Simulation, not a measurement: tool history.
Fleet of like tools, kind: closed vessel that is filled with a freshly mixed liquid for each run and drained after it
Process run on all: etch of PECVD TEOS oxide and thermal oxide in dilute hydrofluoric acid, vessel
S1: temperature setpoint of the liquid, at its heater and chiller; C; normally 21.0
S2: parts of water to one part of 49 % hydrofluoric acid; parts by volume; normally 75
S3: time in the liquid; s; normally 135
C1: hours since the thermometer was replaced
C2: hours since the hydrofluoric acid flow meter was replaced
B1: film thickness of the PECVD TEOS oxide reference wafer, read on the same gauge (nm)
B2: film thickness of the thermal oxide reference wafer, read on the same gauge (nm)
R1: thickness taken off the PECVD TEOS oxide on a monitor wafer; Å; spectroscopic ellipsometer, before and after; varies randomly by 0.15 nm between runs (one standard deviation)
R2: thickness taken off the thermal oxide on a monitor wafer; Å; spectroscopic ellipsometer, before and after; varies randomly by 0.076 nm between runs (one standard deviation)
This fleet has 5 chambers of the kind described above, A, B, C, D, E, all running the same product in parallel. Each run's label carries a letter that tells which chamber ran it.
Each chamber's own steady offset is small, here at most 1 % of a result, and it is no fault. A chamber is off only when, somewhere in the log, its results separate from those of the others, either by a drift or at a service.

run 1C hour=6.9 | S1=21.0 S2=75 S3=135 | C1=76.0 C2=518.1 | B1=40.028 B2=80.024 | R1=193.57 R2=78.392
run 2D hour=11.5 | S1=21.0 S2=75 S3=135 | C1=834.6 C2=847.2 | B1=40.006 B2=80.012 | R1=193.05 R2=78.637
run 3A hour=18.2 | S1=21.0 S2=75 S3=135 | C1=1287.6 C2=368.4 | B1=39.979 B2=79.993 | R1=192.44 R2=78.301
run 4E hour=24.1 | S1=21.0 S2=75 S3=135 | C1=2303.3 C2=158.7 | B1=40.000 B2=80.006 | R1=194.71 R2=79.254
run 5B hour=32.3 | S1=24.5 S2=100 S3=135 | C1=230.1 C2=894.4 | B1=39.988 B2=79.989 | R1=164.54 R2=65.617
run 6B hour=40.9 | S1=24.5 S2=100 S3=135 | C1=238.7 C2=903.0 | B1=39.984 B2=80.005 | R1=162.37 R2=63.955
run 7D hour=46.9 | S1=24.5 S2=100 S3=135 | C1=870.0 C2=882.6 | B1=40.002 B2=79.979 | R1=161.49 R2=65.702
run 8E hour=53.9 | S1=24.5 S2=100 S3=135 | C1=2333.1 C2=188.5 | B1=40.004 B2=79.980 | R1=160.02 R2=66.554
run 9A hour=62.5 | S1=24.5 S2=100 S3=135 | C1=1331.9 C2=412.7 | B1=40.018 B2=80.011 | R1=160.34 R2=66.366
run 10C hour=71.0 | S1=21.0 S2=75 S3=135 | C1=140.1 C2=582.2 | B1=39.984 B2=79.994 | R1=194.19 R2=77.815
run 11E hour=79.1 | S1=21.0 S2=75 S3=135 | C1=2358.3 C2=213.7 | B1=39.994 B2=79.998 | R1=194.01 R2=77.619
run 12B hour=87.9 | S1=25.0 S2=75 S3=170 | C1=285.7 C2=950.0 | B1=40.016 B2=80.015 | R1=289.43 R2=115.420
run 13A hour=94.6 | S1=25.0 S2=75 S3=170 | C1=1364.0 C2=444.8 | B1=39.991 B2=79.987 | R1=282.73 R2=114.380
run 14D hour=101.6 | S1=25.0 S2=75 S3=170 | C1=924.7 C2=937.3 | B1=40.002 B2=79.986 | R1=282.00 R2=117.650
run 15C hour=108.0 | S1=25.0 S2=75 S3=170 | C1=177.1 C2=619.2 | B1=40.000 B2=79.989 | R1=288.14 R2=115.720
run 16C hour=114.4 | S1=25.0 S2=75 S3=170 | C1=183.5 C2=625.6 | B1=40.002 B2=79.994 | R1=289.53 R2=114.710
run 17D hour=121.6 | S1=21.0 S2=75 S3=135 | C1=944.7 C2=957.3 | B1=39.993 B2=80.005 | R1=193.88 R2=77.978
run 18E hour=128.2 | S1=21.0 S2=75 S3=135 | C1=2407.4 C2=262.8 | B1=40.020 B2=79.997 | R1=193.28 R2=78.560
run 19A hour=135.8 | S1=21.0 S2=75 S3=135 | C1=1405.2 C2=486.0 | B1=39.988 B2=80.009 | R1=195.28 R2=76.876
run 20B hour=141.5 | S1=21.0 S2=75 S3=135 | C1=339.3 C2=1003.6 | B1=40.006 B2=79.976 | R1=191.83 R2=77.002
run 21E hour=148.7 | S1=21.0 S2=75 S3=135 | C1=2427.9 C2=283.3 | B1=40.006 B2=80.001 | R1=191.59 R2=78.224
run 22C hour=157.4 | S1=19.5 S2=75 S3=170 | C1=226.5 C2=668.6 | B1=39.996 B2=80.007 | R1=230.54 R2=91.465
run 23A hour=163.7 | S1=19.5 S2=75 S3=170 | C1=1433.1 C2=513.9 | B1=40.020 B2=80.004 | R1=231.34 R2=93.333
run 24D hour=171.6 | S1=19.5 S2=75 S3=170 | C1=994.7 C2=1007.3 | B1=40.001 B2=79.983 | R1=227.94 R2=92.562
run 25B hour=176.9 | S1=19.5 S2=75 S3=170 | C1=374.7 C2=1039.0 | B1=40.017 B2=79.966 | R1=229.99 R2=91.192
run 26A hour=181.6 | S1=19.5 S2=75 S3=170 | C1=1451.0 C2=531.8 | B1=39.995 B2=80.009 | R1=226.19 R2=92.867
run 27D hour=187.8 | S1=21.0 S2=75 S3=135 | C1=1010.9 C2=1023.5 | B1=39.994 B2=79.994 | R1=190.50 R2=78.548
run 28B hour=192.5 | S1=21.0 S2=75 S3=135 | C1=390.3 C2=1054.6 | B1=40.005 B2=79.990 | R1=193.46 R2=78.165
-- hour=196.2 chamber A: thermometer replaced
run 29E hour=199.3 | S1=21.0 S2=75 S3=135 | C1=2478.5 C2=333.9 | B1=39.990 B2=80.022 | R1=193.89 R2=78.678
run 30C hour=204.4 | S1=21.0 S2=75 S3=135 | C1=273.5 C2=715.6 | B1=40.013 B2=80.001 | R1=195.08 R2=77.400
run 31B hour=212.1 | S1=25.5 S2=75 S3=205 | C1=409.9 C2=1074.2 | B1=39.992 B2=79.984 | R1=357.36 R2=140.780
run 32E hour=220.4 | S1=25.5 S2=75 S3=205 | C1=2499.6 C2=355.0 | B1=40.005 B2=80.017 | R1=352.92 R2=142.390
run 33A hour=228.0 | S1=25.5 S2=75 S3=205 | C1=31.9 C2=578.2 | B1=40.019 B2=79.977 | R1=353.22 R2=143.090
run 34D hour=234.7 | S1=25.5 S2=75 S3=205 | C1=1057.8 C2=1070.4 | B1=39.981 B2=79.985 | R1=359.04 R2=143.230
run 35C hour=243.5 | S1=25.5 S2=75 S3=205 | C1=312.6 C2=754.7 | B1=39.994 B2=80.017 | R1=355.04 R2=141.770
run 36D hour=248.6 | S1=18.0 S2=75 S3=200 | C1=1071.7 C2=1084.3 | B1=40.006 B2=79.979 | R1=253.70 R2=102.100
run 37E hour=253.0 | S1=18.0 S2=75 S3=200 | C1=2532.2 C2=387.6 | B1=40.019 B2=80.008 | R1=250.73 R2=103.770
run 38C hour=257.4 | S1=18.0 S2=75 S3=200 | C1=326.5 C2=768.6 | B1=39.999 B2=80.015 | R1=254.32 R2=101.390
run 39B hour=263.4 | S1=18.0 S2=75 S3=200 | C1=461.2 C2=1125.5 | B1=40.009 B2=79.978 | R1=255.59 R2=100.180
run 40A hour=269.0 | S1=18.0 S2=75 S3=200 | C1=72.9 C2=619.2 | B1=39.992 B2=79.990 | R1=252.55 R2=103.170

What goes on in this fleet: one chamber off, a drifting gauge, or nothing beyond the chambers' own small offsets? Name the chamber and the cause, if any.

Beyond each chamber's small constant offset nothing stands out, and the gauge stays steady.
